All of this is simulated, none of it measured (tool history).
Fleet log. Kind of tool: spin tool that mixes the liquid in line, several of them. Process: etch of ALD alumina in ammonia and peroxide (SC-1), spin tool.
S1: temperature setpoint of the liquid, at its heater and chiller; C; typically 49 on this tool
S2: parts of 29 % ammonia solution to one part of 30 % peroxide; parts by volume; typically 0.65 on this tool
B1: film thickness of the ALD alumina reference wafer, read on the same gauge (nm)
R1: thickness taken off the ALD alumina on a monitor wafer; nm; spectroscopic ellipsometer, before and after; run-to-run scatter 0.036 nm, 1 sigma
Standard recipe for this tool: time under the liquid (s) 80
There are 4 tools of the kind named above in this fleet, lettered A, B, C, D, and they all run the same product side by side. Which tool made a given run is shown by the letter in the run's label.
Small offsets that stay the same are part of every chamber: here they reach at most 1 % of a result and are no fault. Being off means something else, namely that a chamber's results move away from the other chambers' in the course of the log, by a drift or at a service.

Run 1C, day 0.329: usual settings; B1 29.998. Result: R1 4.5324 nm.
Run 2A, day 0.592: usual settings; B1 29.981. Result: R1 4.5826 nm.
Run 3B, day 1.004: usual settings; B1 30.053. Result: R1 4.5988 nm.
Run 4D, day 1.279: usual settings; B1 29.978. Result: R1 4.5361 nm.
Run 5D, day 1.575: usual settings; B1 29.96. Result: R1 4.5754 nm.
Run 6B, day 1.983: usual settings; B1 30.033. Result: R1 4.6107 nm.
Run 7A, day 2.304: usual settings; B1 30.029. Result: R1 4.5533 nm.
Run 8C, day 2.525: usual settings; B1 29.923. Result: R1 4.6051 nm.
Run 9C, day 2.742: usual settings; B1 30.029. Result: R1 4.5961 nm.
Run 10D, day 3.096: usual settings; B1 30.003. Result: R1 4.5417 nm.
Run 11A, day 3.329: usual settings; B1 29.993. Result: R1 4.5342 nm.
Run 12B, day 3.596: usual settings; B1 30.002. Result: R1 4.5817 nm.
Run 13A, day 3.988: usual settings; B1 29.998. Result: R1 4.5138 nm.
Run 14B, day 4.321: usual settings; B1 30.017. Result: R1 4.6168 nm.
Run 15D, day 4.571: usual settings but time under the liquid (s) 115; B1 29.965. Result: R1 6.4385 nm.
Run 16C, day 4.979: usual settings but time under the liquid (s) 115; B1 29.99. Result: R1 6.5383 nm.
Run 17A, day 5.392: usual settings but time under the liquid (s) 115; B1 29.949. Result: R1 6.4712 nm.
Run 18D, day 5.621: usual settings but time under the liquid (s) 115; B1 30.016. Result: R1 6.3635 nm.
At day 5.825: chamber D: new drum of ammonia solution connected.
Run 19B, day 5.904: usual settings; B1 30.072. Result: R1 4.5227 nm.
Run 20C, day 6.279: usual settings; B1 30.017. Result: R1 4.5601 nm.
Run 21C, day 6.496: usual settings but S1 43.5 C, time under the liquid (s) 95; B1 30.001. Result: R1 3.9384 nm.
Run 22B, day 6.883: usual settings but S1 43.5 C, time under the liquid (s) 95; B1 30.055. Result: R1 3.9639 nm.
Run 23D, day 7.075: usual settings but S1 43.5 C, time under the liquid (s) 95; B1 30.002. Result: R1 3.795 nm.
Run 24A, day 7.362: usual settings but S1 43.5 C, time under the liquid (s) 95; B1 29.986. Result: R1 3.9524 nm.
Run 25D, day 7.55: usual settings; B1 29.975. Result: R1 4.4775 nm.
Run 26A, day 7.867: usual settings; B1 29.962. Result: R1 4.5481 nm.
At day 8.046: chamber B: ammonia flow meter replaced.
Run 27B, day 8.088: usual settings; B1 29.989. Result: R1 4.5052 nm.
Run 28C, day 8.417: usual settings but S1 41.5 C, S2 0.8 parts by volume; B1 29.982. Result: R1 3.0017 nm.
Run 29C, day 8.779: usual settings but S1 41.5 C, S2 0.8 parts by volume; B1 29.991. Result: R1 2.9909 nm.
Run 30D, day 9.05: usual settings but S1 41.5 C, S2 0.8 parts by volume; B1 29.988. Result: R1 2.8938 nm.
At day 9.175: chamber C: new drum of ammonia solution connected.
Run 31B, day 9.467: usual settings but S1 41.5 C, S2 0.8 parts by volume; B1 29.926. Result: R1 3.0405 nm.
Run 32A, day 9.733: usual settings; B1 29.995. Result: R1 4.5638 nm.
Run 33B, day 10.15: usual settings; B1 30.032. Result: R1 4.518 nm.
Run 34D, day 10.467: usual settings; B1 29.993. Result: R1 4.3863 nm.
Run 35C, day 10.867: usual settings; B1 29.993. Result: R1 4.5329 nm.
Run 36A, day 11.158: usual settings; B1 30.002. Result: R1 4.5283 nm.
Run 37C, day 11.354: usual settings; B1 29.989. Result: R1 4.5403 nm.
At day 11.475: chamber A: ammonia flow meter replaced.
Run 38A, day 11.629: usual settings but time under the liquid (s) 115; B1 29.984. Result: R1 6.5423 nm.
Run 39B, day 11.929: usual settings but time under the liquid (s) 115; B1 30.016. Result: R1 6.5938 nm.

Each of the 4 chambers runs these same settings next. Fill in every chamber's results:
Run 40A, day 12.229: usual settings but time under the liquid (s) 30. Result: R1 ?.
Run 40B, day 12.229: usual settings but time under the liquid (s) 30. Result: R1 ?.
Run 40C, day 12.229: usual settings but time under the liquid (s) 30. Result: R1 ?.
Run 40D, day 12.229: usual settings but time under the liquid (s) 30. Result: R1 ?.

run      R1
40A  1.7151
40B  1.7024
40C  1.7331
40D  1.6118
